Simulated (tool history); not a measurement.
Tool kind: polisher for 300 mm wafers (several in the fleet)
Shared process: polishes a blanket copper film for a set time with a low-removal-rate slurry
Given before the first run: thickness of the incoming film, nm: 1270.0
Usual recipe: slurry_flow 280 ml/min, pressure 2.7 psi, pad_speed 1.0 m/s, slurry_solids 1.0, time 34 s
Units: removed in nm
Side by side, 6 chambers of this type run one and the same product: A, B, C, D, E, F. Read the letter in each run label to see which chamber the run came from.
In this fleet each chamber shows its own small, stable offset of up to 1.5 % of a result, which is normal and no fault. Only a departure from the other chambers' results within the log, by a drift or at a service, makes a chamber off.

{"run": "1E", "hour": 5.3, "slurry_flow": 280, "pressure": 2.7, "pad_speed": 1.0, "slurry_solids": 1.0, "time": 34, "removed": 103.81}
{"hour": 7.2, "done": "chamber F: worn pad replaced by a new one"}
{"hour": 8.0, "done": "chamber E: worn pad replaced by a new one"}
{"run": "2B", "hour": 8.9, "slurry_flow": 280, "pressure": 2.7, "pad_speed": 1.0, "slurry_solids": 1.0, "time": 34, "removed": 103.71}
{"hour": 11.3, "done": "chamber D: slurry blender recalibrated"}
{"hour": 11.8, "done": "chamber A: slurry blender recalibrated"}
{"hour": 13.5, "done": "chamber B: worn pad replaced by a new one"}
{"run": "3D", "hour": 16.1, "slurry_flow": 280, "pressure": 2.7, "pad_speed": 1.0, "slurry_solids": 1.0, "time": 34, "removed": 102.52}
{"hour": 17.6, "done": "chamber C: worn pad replaced by a new one"}
{"hour": 22.2, "done": "chamber A: slurry nozzle cleaned"}
{"run": "4C", "hour": 23.2, "slurry_flow": 280, "pressure": 2.7, "pad_speed": 1.0, "slurry_solids": 1.0, "time": 34, "removed": 102.19}
{"run": "5F", "hour": 26.7, "slurry_flow": 280, "pressure": 2.7, "pad_speed": 1.0, "slurry_solids": 1.0, "time": 34, "removed": 103.25}
{"hour": 27.6, "done": "chamber E: slurry blender recalibrated"}
{"run": "6A", "hour": 32.0, "slurry_flow": 280, "pressure": 2.7, "pad_speed": 1.0, "slurry_solids": 1.0, "time": 34, "removed": 101.46}
{"run": "7C", "hour": 35.5, "slurry_flow": 280, "pressure": 2.7, "pad_speed": 1.0, "slurry_solids": 1.0, "time": 34, "removed": 101.63}
{"hour": 40.4, "done": "chamber D: worn pad replaced by a new one"}
{"run": "8F", "hour": 42.2, "slurry_flow": 280, "pressure": 3.5, "pad_speed": 1.0, "slurry_solids": 0.8, "time": 34, "removed": 128.01}
{"hour": 42.3, "done": "chamber C: slurry blender recalibrated"}
{"run": "9E", "hour": 45.6, "slurry_flow": 280, "pressure": 3.5, "pad_speed": 1.0, "slurry_solids": 0.8, "time": 34, "removed": 129.33}
{"run": "10D", "hour": 52.8, "slurry_flow": 280, "pressure": 3.5, "pad_speed": 1.0, "slurry_solids": 0.8, "time": 34, "removed": 123.47}
{"hour": 56.4, "done": "chamber B: worn pad replaced by a new one"}
{"hour": 56.4, "done": "chamber C: worn pad replaced by a new one"}
{"run": "11B", "hour": 56.5, "slurry_flow": 280, "pressure": 3.5, "pad_speed": 1.0, "slurry_solids": 0.8, "time": 34, "removed": 126.76}
{"hour": 59.9, "done": "chamber E: worn pad replaced by a new one"}
{"run": "12A", "hour": 60.5, "slurry_flow": 280, "pressure": 3.5, "pad_speed": 1.0, "slurry_solids": 0.8, "time": 34, "removed": 125.71}
{"run": "13A", "hour": 64.5, "slurry_flow": 280, "pressure": 3.5, "pad_speed": 1.0, "slurry_solids": 0.8, "time": 34, "removed": 126.28}
{"hour": 71.4, "done": "chamber C: head pressure recalibrated"}
{"run": "14C", "hour": 71.7, "slurry_flow": 280, "pressure": 2.7, "pad_speed": 1.3, "slurry_solids": 1.0, "time": 34, "removed": 134.04}
{"run": "15E", "hour": 75.9, "slurry_flow": 280, "pressure": 2.7, "pad_speed": 1.3, "slurry_solids": 1.0, "time": 34, "removed": 134.76}
{"hour": 78.0, "done": "chamber F: worn pad replaced by a new one"}
{"run": "16F", "hour": 79.3, "slurry_flow": 280, "pressure": 2.7, "pad_speed": 1.3, "slurry_solids": 1.0, "time": 34, "removed": 136.12}
{"run": "17D", "hour": 84.7, "slurry_flow": 280, "pressure": 2.7, "pad_speed": 1.3, "slurry_solids": 1.0, "time": 34, "removed": 131.25}
{"run": "18B", "hour": 88.3, "slurry_flow": 280, "pressure": 2.7, "pad_speed": 1.3, "slurry_solids": 1.0, "time": 34, "removed": 133.9}
{"hour": 88.5, "done": "chamber D: worn pad replaced by a new one"}
{"run": "19E", "hour": 91.4, "slurry_flow": 280, "pressure": 2.7, "pad_speed": 1.3, "slurry_solids": 1.0, "time": 34, "removed": 134.98}
{"hour": 92.9, "done": "chamber B: worn pad replaced by a new one"}
{"hour": 94.1, "done": "chamber C: worn pad replaced by a new one"}
{"run": "20C", "hour": 95.2, "slurry_flow": 280, "pressure": 2.7, "pad_speed": 1.0, "slurry_solids": 1.0, "time": 34, "removed": 103.83}
{"hour": 95.3, "done": "chamber B: slurry blender recalibrated"}
{"hour": 98.9, "done": "chamber A: worn pad replaced by a new one"}
{"run": "21B", "hour": 99.4, "slurry_flow": 280, "pressure": 2.7, "pad_speed": 1.0, "slurry_solids": 1.0, "time": 34, "removed": 103.76}
{"hour": 100.5, "done": "chamber F: head pressure recalibrated"}
{"hour": 101.9, "done": "chamber C: slurry nozzle cleaned"}
{"hour": 103.2, "done": "chamber E: worn pad replaced by a new one"}
{"hour": 103.3, "done": "chamber E: slurry nozzle cleaned"}
{"run": "22F", "hour": 104.0, "slurry_flow": 280, "pressure": 2.7, "pad_speed": 1.0, "slurry_solids": 1.0, "time": 34, "removed": 109.67}
{"hour": 104.1, "done": "chamber A: slurry blender recalibrated"}
{"run": "23A", "hour": 108.5, "slurry_flow": 280, "pressure": 2.7, "pad_speed": 1.0, "slurry_solids": 1.0, "time": 34, "removed": 102.99}
{"run": "24D", "hour": 112.0, "slurry_flow": 280, "pressure": 2.7, "pad_speed": 1.0, "slurry_solids": 1.0, "time": 34, "removed": 100.47}
{"run": "25C", "hour": 116.8, "slurry_flow": 280, "pressure": 2.7, "pad_speed": 1.0, "slurry_solids": 1.0, "time": 34, "removed": 102.9}
{"run": "26A", "hour": 121.4, "slurry_flow": 280, "pressure": 2.7, "pad_speed": 1.0, "slurry_solids": 1.0, "time": 34, "removed": 101.67}
{"run": "27B", "hour": 125.3, "slurry_flow": 280, "pressure": 2.7, "pad_speed": 1.0, "slurry_solids": 1.0, "time": 34, "removed": 102.4}
{"hour": 130.6, "done": "chamber B: worn pad replaced by a new one"}
{"run": "28D", "hour": 131.3, "slurry_flow": 280, "pressure": 2.7, "pad_speed": 1.0, "slurry_solids": 1.0, "time": 34, "removed": 100.04}
{"hour": 135.5, "done": "chamber C: worn pad replaced by a new one"}
{"run": "29E", "hour": 137.0, "slurry_flow": 280, "pressure": 2.7, "pad_speed": 1.0, "slurry_solids": 1.0, "time": 34, "removed": 102.28}
{"hour": 137.3, "done": "chamber D: worn pad replaced by a new one"}
{"hour": 141.6, "done": "chamber F: worn pad replaced by a new one"}
{"run": "30F", "hour": 142.7, "slurry_flow": 315, "pressure": 2.7, "pad_speed": 1.0, "slurry_solids": 0.7, "time": 34, "removed": 100.79}
{"run": "31D", "hour": 147.1, "slurry_flow": 315, "pressure": 2.7, "pad_speed": 1.0, "slurry_solids": 0.7, "time": 34, "removed": 95.384}
{"run": "32E", "hour": 150.8, "slurry_flow": 315, "pressure": 2.7, "pad_speed": 1.0, "slurry_solids": 0.7, "time": 34, "removed": 96.389}
{"run": "33A", "hour": 155.6, "slurry_flow": 315, "pressure": 2.7, "pad_speed": 1.0, "slurry_solids": 0.7, "time": 34, "removed": 95.784}
{"run": "34F", "hour": 160.9, "slurry_flow": 315, "pressure": 2.7, "pad_speed": 1.0, "slurry_solids": 0.7, "time": 34, "removed": 102.11}
{"run": "35C", "hour": 165.4, "slurry_flow": 315, "pressure": 2.7, "pad_speed": 1.0, "slurry_solids": 0.7, "time": 34, "removed": 96.742}
{"run": "36B", "hour": 169.5, "slurry_flow": 280, "pressure": 3.3, "pad_speed": 1.0, "slurry_solids": 1.0, "time": 34, "removed": 126.15}

All chambers now run identical settings, listed one chamber a line with results as question marks. What results will each chamber show?
{"run": "37A", "hour": 174.7, "slurry_flow": 280, "pressure": 2.7, "pad_speed": 1.0, "slurry_solids": 1.0, "time": 28, "removed": "?"}
{"run": "37B", "hour": 174.7, "slurry_flow": 280, "pressure": 2.7, "pad_speed": 1.0, "slurry_solids": 1.0, "time": 28, "removed": "?"}
{"run": "37C", "hour": 174.7, "slurry_flow": 280, "pressure": 2.7, "pad_speed": 1.0, "slurry_solids": 1.0, "time": 28, "removed": "?"}
{"run": "37D", "hour": 174.7, "slurry_flow": 280, "pressure": 2.7, "pad_speed": 1.0, "slurry_solids": 1.0, "time": 28, "removed": "?"}
{"run": "37E", "hour": 174.7, "slurry_flow": 280, "pressure": 2.7, "pad_speed": 1.0, "slurry_solids": 1.0, "time": 28, "removed": "?"}
{"run": "37F", "hour": 174.7, "slurry_flow": 280, "pressure": 2.7, "pad_speed": 1.0, "slurry_solids": 1.0, "time": 28, "removed": "?"}

run=37A removed=85.293
run=37B removed=84.612
run=37C removed=84.512
run=37D removed=82.765
run=37E removed=83.966
run=37F removed=88.147
